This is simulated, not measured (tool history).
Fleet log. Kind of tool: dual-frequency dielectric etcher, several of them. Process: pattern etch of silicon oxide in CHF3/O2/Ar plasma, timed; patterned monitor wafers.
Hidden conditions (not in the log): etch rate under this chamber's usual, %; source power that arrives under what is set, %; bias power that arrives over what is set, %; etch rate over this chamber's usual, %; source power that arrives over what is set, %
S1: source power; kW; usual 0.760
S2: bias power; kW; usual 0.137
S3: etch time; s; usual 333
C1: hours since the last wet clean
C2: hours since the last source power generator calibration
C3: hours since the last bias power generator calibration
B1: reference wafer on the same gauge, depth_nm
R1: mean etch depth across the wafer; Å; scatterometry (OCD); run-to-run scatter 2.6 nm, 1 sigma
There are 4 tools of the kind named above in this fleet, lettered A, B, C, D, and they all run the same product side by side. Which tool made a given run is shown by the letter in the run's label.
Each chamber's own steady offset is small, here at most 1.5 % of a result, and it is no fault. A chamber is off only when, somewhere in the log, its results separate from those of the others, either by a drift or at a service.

run   hour     S1     S2   S3     C1      C2      C3      B1      R1
 1D   12.6  0.760  0.137  333  301.7  1424.9   511.1  680.32  6599.7
 2A   20.7  0.760  0.137  333  185.6  1546.8  1868.0  680.02  6540.4
 3B   26.5  0.760  0.137  333  198.2  1420.5  2868.2  680.23  6564.4
 4C   36.1  0.760  0.137  333  232.2  4123.8  1490.5  680.17  6725.0
 5D   42.0  0.760  0.137  370  331.1  1454.3   540.5  680.68  7299.7
 6A   53.3  0.760  0.137  370  218.2  1579.4  1900.6  679.48  7245.3
      59.8  -- chamber D: wet clean of the chamber
 7B   61.3  0.760  0.137  370  233.0  1455.3  2903.0  679.72  7323.5
 8C   71.8  0.760  0.137  370  267.9  4159.5  1526.2  680.18  7467.8
 9C   83.4  0.760  0.107  430  279.5  4171.1  1537.8  679.82  7984.0
10D   95.7  0.760  0.107  430   36.0  1508.0   594.2  680.85  7822.3
11A  106.4  0.760  0.107  430  271.3  1632.5  1953.7  680.46  7811.1
12B  119.0  0.760  0.107  430  290.7  1513.0  2960.7  680.59  7894.8
13D  128.0  0.760  0.137  333   68.3  1540.3   626.5  679.93  6571.4
14C  138.5  0.930  0.120  333  334.6  4226.2  1592.9  679.60  6990.5
15B  149.3  0.930  0.120  333  321.0  1543.3  2991.0  680.29  6847.5
16A  156.0  0.930  0.120  333  320.9  1682.1  2003.3  680.50  6681.2
17B  162.8  0.930  0.120  333  334.5  1556.8  3004.5  680.50  6857.5
18D  168.5  0.760  0.137  333  108.8  1580.8   667.0  679.48  6599.6
19C  176.7  0.850  0.137  333  372.8  4264.4  1631.1  679.75  7010.1
20A  183.4  0.850  0.137  333  348.3  1709.5  2030.7  679.39  6767.5
21B  190.9  0.850  0.137  333  362.6  1584.9  3032.6  680.36  6862.1
22C  199.8  0.850  0.137  333  395.9  4287.5  1654.2  680.65  6990.3
23A  206.7  0.760  0.137  333  371.6  1732.8  2054.0  680.09  6421.7
24D  216.7  0.760  0.137  333  157.0  1629.0   715.2  680.37  6609.5
     221.5  -- chamber C: wet clean of the chamber
25D  228.5  0.760  0.137  333  168.8  1640.8   727.0  679.32  6605.0
26B  241.1  0.760  0.137  333  412.8  1635.1  3082.8  679.56  6589.0
27C  254.2  0.760  0.137  333   32.7  4341.9  1708.6  680.00  6674.4
28A  265.2  0.760  0.137  333  430.1  1791.3  2112.5  679.32  6308.8
29A  276.8  0.760  0.137  333  441.7  1802.9  2124.1  679.88  6310.4
30C  288.0  0.760  0.137  333   66.5  4375.7  1742.4  680.14  6754.6

All chambers now run identical settings, listed one chamber a line with results as question marks. What results will each chamber show?
31A  297.4  0.760  0.137  333                   ?
31B  297.4  0.760  0.137  333                   ?
31C  297.4  0.760  0.137  333                   ?
31D  297.4  0.760  0.137  333                   ?

run      R1
31A  6309.4
31B  6621.5
31C  6709.2
31D  6583.3

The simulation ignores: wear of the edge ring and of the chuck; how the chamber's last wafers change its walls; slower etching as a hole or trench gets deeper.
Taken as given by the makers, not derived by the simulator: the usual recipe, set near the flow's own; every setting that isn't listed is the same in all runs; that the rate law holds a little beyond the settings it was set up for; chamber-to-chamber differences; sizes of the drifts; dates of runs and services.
